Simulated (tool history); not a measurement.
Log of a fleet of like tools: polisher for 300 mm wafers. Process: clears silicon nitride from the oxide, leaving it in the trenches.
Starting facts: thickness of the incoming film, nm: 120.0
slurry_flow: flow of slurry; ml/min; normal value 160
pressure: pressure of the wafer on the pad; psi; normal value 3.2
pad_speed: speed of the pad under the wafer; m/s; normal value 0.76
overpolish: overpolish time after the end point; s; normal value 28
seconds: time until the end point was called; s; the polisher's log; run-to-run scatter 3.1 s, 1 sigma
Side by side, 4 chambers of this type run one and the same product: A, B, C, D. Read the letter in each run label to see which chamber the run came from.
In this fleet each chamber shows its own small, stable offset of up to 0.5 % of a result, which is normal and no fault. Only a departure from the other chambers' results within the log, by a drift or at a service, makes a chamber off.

-- hour=2.8 chamber B: worn pad replaced by a new one
run 1A hour=3.1 | slurry_flow=160 pressure=3.2 pad_speed=0.76 overpolish=28 | seconds=174.43
run 2D hour=7.5 | slurry_flow=160 pressure=3.2 pad_speed=0.76 overpolish=28 | seconds=174.88
-- hour=11.2 chamber D: worn pad replaced by a new one
run 3B hour=12 | slurry_flow=160 pressure=3.2 pad_speed=0.76 overpolish=28 | seconds=173.57
run 4C hour=16.7 | slurry_flow=160 pressure=3.2 pad_speed=0.76 overpolish=28 | seconds=170.26
-- hour=18.9 chamber C: worn pad replaced by a new one
run 5A hour=20.3 | slurry_flow=160 pressure=3.2 pad_speed=0.76 overpolish=28 | seconds=169.34
run 6B hour=25.8 | slurry_flow=160 pressure=3.2 pad_speed=0.76 overpolish=28 | seconds=177.17
run 7D hour=28.9 | slurry_flow=160 pressure=3.2 pad_speed=0.76 overpolish=28 | seconds=169.03
run 8C hour=31.9 | slurry_flow=160 pressure=3.2 pad_speed=0.9 overpolish=28 | seconds=145.35
-- hour=36.3 chamber B: slurry nozzle cleaned
run 9C hour=37.4 | slurry_flow=160 pressure=3.2 pad_speed=0.9 overpolish=28 | seconds=145.74
run 10B hour=40.3 | slurry_flow=160 pressure=3.2 pad_speed=0.9 overpolish=28 | seconds=147.26
run 11A hour=45.9 | slurry_flow=160 pressure=3.2 pad_speed=0.9 overpolish=28 | seconds=149.63
run 12D hour=51.7 | slurry_flow=160 pressure=3.2 pad_speed=0.76 overpolish=28 | seconds=172.36
run 13A hour=57.5 | slurry_flow=160 pressure=3.2 pad_speed=0.76 overpolish=28 | seconds=178.66
run 14C hour=63.9 | slurry_flow=160 pressure=3.2 pad_speed=0.76 overpolish=28 | seconds=174.81
run 15B hour=69.8 | slurry_flow=160 pressure=3.2 pad_speed=0.76 overpolish=28 | seconds=179.77
run 16D hour=74.7 | slurry_flow=160 pressure=3.2 pad_speed=0.76 overpolish=28 | seconds=172.94
run 17A hour=79.6 | slurry_flow=160 pressure=3.2 pad_speed=0.76 overpolish=28 | seconds=172.67
run 18B hour=84.6 | slurry_flow=160 pressure=3.2 pad_speed=0.76 overpolish=28 | seconds=169.66
run 19D hour=88.9 | slurry_flow=160 pressure=3.2 pad_speed=0.76 overpolish=28 | seconds=169.75
run 20C hour=92.5 | slurry_flow=160 pressure=3.2 pad_speed=0.76 overpolish=28 | seconds=174.93
run 21B hour=96.2 | slurry_flow=160 pressure=3.2 pad_speed=0.88 overpolish=28 | seconds=149.24
run 22D hour=101.8 | slurry_flow=160 pressure=3.2 pad_speed=0.88 overpolish=28 | seconds=146.53
run 23A hour=107.7 | slurry_flow=160 pressure=3.2 pad_speed=0.88 overpolish=28 | seconds=150.89
run 24C hour=113.6 | slurry_flow=160 pressure=3.2 pad_speed=0.88 overpolish=28 | seconds=150.44
run 25B hour=118.4 | slurry_flow=160 pressure=3.2 pad_speed=0.76 overpolish=28 | seconds=175.26
run 26A hour=124.6 | slurry_flow=160 pressure=3.2 pad_speed=0.76 overpolish=28 | seconds=175.31
run 27C hour=129.8 | slurry_flow=160 pressure=3.2 pad_speed=0.76 overpolish=20 | seconds=174.44
run 28D hour=135.7 | slurry_flow=160 pressure=3.2 pad_speed=0.76 overpolish=20 | seconds=174.05
run 29A hour=139.1 | slurry_flow=160 pressure=3.2 pad_speed=0.76 overpolish=20 | seconds=174.67
run 30D hour=144.1 | slurry_flow=160 pressure=3.2 pad_speed=0.76 overpolish=20 | seconds=178.47
-- hour=145.8 chamber C: worn pad replaced by a new one
run 31B hour=149.7 | slurry_flow=160 pressure=3.2 pad_speed=0.76 overpolish=28 | seconds=177.14
-- hour=152 chamber A: worn pad replaced by a new one
run 32C hour=155.7 | slurry_flow=160 pressure=3.2 pad_speed=0.86 overpolish=28 | seconds=153.3
-- hour=161.5 chamber A: slurry nozzle cleaned
run 33C hour=162 | slurry_flow=160 pressure=3.2 pad_speed=0.86 overpolish=28 | seconds=151.11
run 34D hour=166.5 | slurry_flow=160 pressure=3.2 pad_speed=0.86 overpolish=28 | seconds=154.3
run 35B hour=171.4 | slurry_flow=160 pressure=3.2 pad_speed=0.86 overpolish=28 | seconds=152.67
run 36A hour=175.9 | slurry_flow=160 pressure=3.2 pad_speed=0.76 overpolish=28 | seconds=172.71
run 37A hour=178.7 | slurry_flow=160 pressure=3.2 pad_speed=0.76 overpolish=28 | seconds=168.12
run 38D hour=184.3 | slurry_flow=160 pressure=3.2 pad_speed=0.76 overpolish=28 | seconds=175.06
run 39C hour=189 | slurry_flow=160 pressure=3.2 pad_speed=0.76 overpolish=28 | seconds=173.54
run 40B hour=192.3 | slurry_flow=160 pressure=3.2 pad_speed=0.76 overpolish=28 | seconds=170.66
run 41B hour=196.9 | slurry_flow=160 pressure=3.2 pad_speed=0.76 overpolish=28 | seconds=174.88
run 42D hour=202.4 | slurry_flow=160 pressure=3.2 pad_speed=0.76 overpolish=28 | seconds=171.07
run 43A hour=205.5 | slurry_flow=160 pressure=3.2 pad_speed=0.76 overpolish=28 | seconds=176.66
run 44C hour=210 | slurry_flow=160 pressure=3.2 pad_speed=0.86 overpolish=28 | seconds=154.57

Decide between three cases: one chamber stands off from its peers, the gauge reading all wafers drifts, or nothing is wrong past each chamber's small offset. Where a chamber is off, say which and what most likely put it there.

All chambers stay in line apart from their small fixed offsets, and the gauge does not drift.
